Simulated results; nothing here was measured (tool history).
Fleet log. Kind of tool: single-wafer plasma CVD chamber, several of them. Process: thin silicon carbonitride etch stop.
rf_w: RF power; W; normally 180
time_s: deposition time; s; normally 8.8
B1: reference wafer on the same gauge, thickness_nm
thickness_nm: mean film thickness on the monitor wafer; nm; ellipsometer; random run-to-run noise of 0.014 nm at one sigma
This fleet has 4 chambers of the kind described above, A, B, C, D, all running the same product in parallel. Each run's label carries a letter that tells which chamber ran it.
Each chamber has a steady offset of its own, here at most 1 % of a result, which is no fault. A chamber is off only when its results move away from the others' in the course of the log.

Run 1B, day 0.267: usual settings; B1 5.8193. Result: thickness_nm 4.8856 nm.
Run 2C, day 0.462: usual settings; B1 5.8231. Result: thickness_nm 4.8482 nm.
Run 3D, day 0.733: usual settings; B1 5.8201. Result: thickness_nm 4.8925 nm.
Run 4A, day 1.021: usual settings; B1 5.8254. Result: thickness_nm 4.8975 nm.
Run 5A, day 1.25: usual settings; B1 5.8244. Result: thickness_nm 4.8914 nm.
Run 6B, day 1.425: usual settings; B1 5.8216. Result: thickness_nm 4.9098 nm.
Run 7D, day 1.554: usual settings; B1 5.8213. Result: thickness_nm 4.888 nm.
Run 8C, day 1.812: usual settings; B1 5.8206. Result: thickness_nm 4.8695 nm.
Run 9D, day 1.954: usual settings; B1 5.8181. Result: thickness_nm 4.8695 nm.
Run 10B, day 2.183: usual settings; B1 5.8211. Result: thickness_nm 4.8795 nm.
Run 11A, day 2.408: usual settings; B1 5.823. Result: thickness_nm 4.886 nm.
Run 12C, day 2.546: usual settings; B1 5.8204. Result: thickness_nm 4.8682 nm.
Run 13D, day 2.692: usual settings; B1 5.817. Result: thickness_nm 4.8747 nm.
Run 14C, day 2.833: usual settings but time_s 7.27 s; B1 5.8175. Result: thickness_nm 4.0145 nm.
Run 15B, day 2.975: usual settings but time_s 7.27 s; B1 5.8212. Result: thickness_nm 4.037 nm.
Run 16A, day 3.138: usual settings but time_s 7.27 s; B1 5.8184. Result: thickness_nm 4.0298 nm.
Run 17C, day 3.425: usual settings but time_s 7.27 s; B1 5.8199. Result: thickness_nm 4.0038 nm.
Run 18B, day 3.554: usual settings; B1 5.8216. Result: thickness_nm 4.8878 nm.
Run 19D, day 3.754: usual settings; B1 5.8241. Result: thickness_nm 4.8846 nm.
Run 20A, day 3.896: usual settings; B1 5.8249. Result: thickness_nm 4.8519 nm.
Run 21A, day 4.104: usual settings; B1 5.8198. Result: thickness_nm 4.8715 nm.
Run 22C, day 4.367: usual settings; B1 5.8177. Result: thickness_nm 4.8754 nm.
Run 23B, day 4.646: usual settings; B1 5.8209. Result: thickness_nm 4.8897 nm.
At day 4.7: chamber B: thermocouple changed; heater temperature recalibrated.
Run 24D, day 4.858: usual settings; B1 5.82. Result: thickness_nm 4.8974 nm.
Run 25B, day 5.071: usual settings; B1 5.8178. Result: thickness_nm 4.8805 nm.
Run 26D, day 5.312: usual settings but rf_w 160 W, time_s 7.6 s; B1 5.8197. Result: thickness_nm 4.0614 nm.
Run 27C, day 5.508: usual settings but rf_w 160 W, time_s 7.6 s; B1 5.8195. Result: thickness_nm 4.047 nm.
Run 28A, day 5.746: usual settings but rf_w 160 W, time_s 7.6 s; B1 5.8201. Result: thickness_nm 4.0258 nm.
Run 29A, day 6.033: usual settings but rf_w 160 W, time_s 7.6 s; B1 5.8212. Result: thickness_nm 4.0335 nm.
Run 30B, day 6.283: usual settings; B1 5.8221. Result: thickness_nm 4.9242 nm.
Run 31D, day 6.508: usual settings; B1 5.8234. Result: thickness_nm 4.8941 nm.
Run 32C, day 6.762: usual settings; B1 5.8193. Result: thickness_nm 4.8564 nm.
Run 33A, day 6.917: usual settings; B1 5.8169. Result: thickness_nm 4.8253 nm.
Run 34C, day 7.071: usual settings; B1 5.8205. Result: thickness_nm 4.8553 nm.
Run 35B, day 7.3: usual settings; B1 5.8201. Result: thickness_nm 4.8853 nm.
At day 7.454: chamber C: RF generator calibrated.
Run 36D, day 7.579: usual settings; B1 5.8226. Result: thickness_nm 4.8707 nm.
Run 37A, day 7.808: usual settings but time_s 10.18 s; B1 5.8209. Result: thickness_nm 5.5812 nm.
Run 38D, day 7.942: usual settings but time_s 10.18 s; B1 5.8131. Result: thickness_nm 5.6471 nm.
Run 39C, day 8.162: usual settings but time_s 10.18 s; B1 5.8194. Result: thickness_nm 5.6286 nm.

One chamber off, gauge drift, or nothing amiss beyond the chambers' own small offsets? If it is a chamber, which one, and what is the likeliest cause?

Little by little, chamber A moves away from the other chambers.
Cause: delivered RF power below the setpoint (%) = 6.14.

Which of the 4 candidates below, each the usual settings with something changed and its results left as question marks, puts chamber A back in line with what the other chambers give on the usual settings?
In line means no further than this from the other chambers' mean on the usual settings: thickness_nm 0.048 nm
Run 40A-1, day 8.375: usual settings but time_s 9.07 s. Result: thickness_nm ?.
Run 40A-2, day 8.375: usual settings but time_s 8.53 s. Result: thickness_nm ?.
Run 40A-3, day 8.375: usual settings but rf_w 190 W. Result: thickness_nm ?.
Run 40A-4, day 8.375: usual settings but time_s 8.68 s. Result: thickness_nm ?.

Other chambers, usual settings, mean: thickness_nm 4.879 nm
  run  thickness_nm
40A-1        4.9394
40A-2        4.6453
40A-3        4.8716
40A-4         4.727
The right change is 40A-3: it brings the chamber back within the allowed miss of the others.
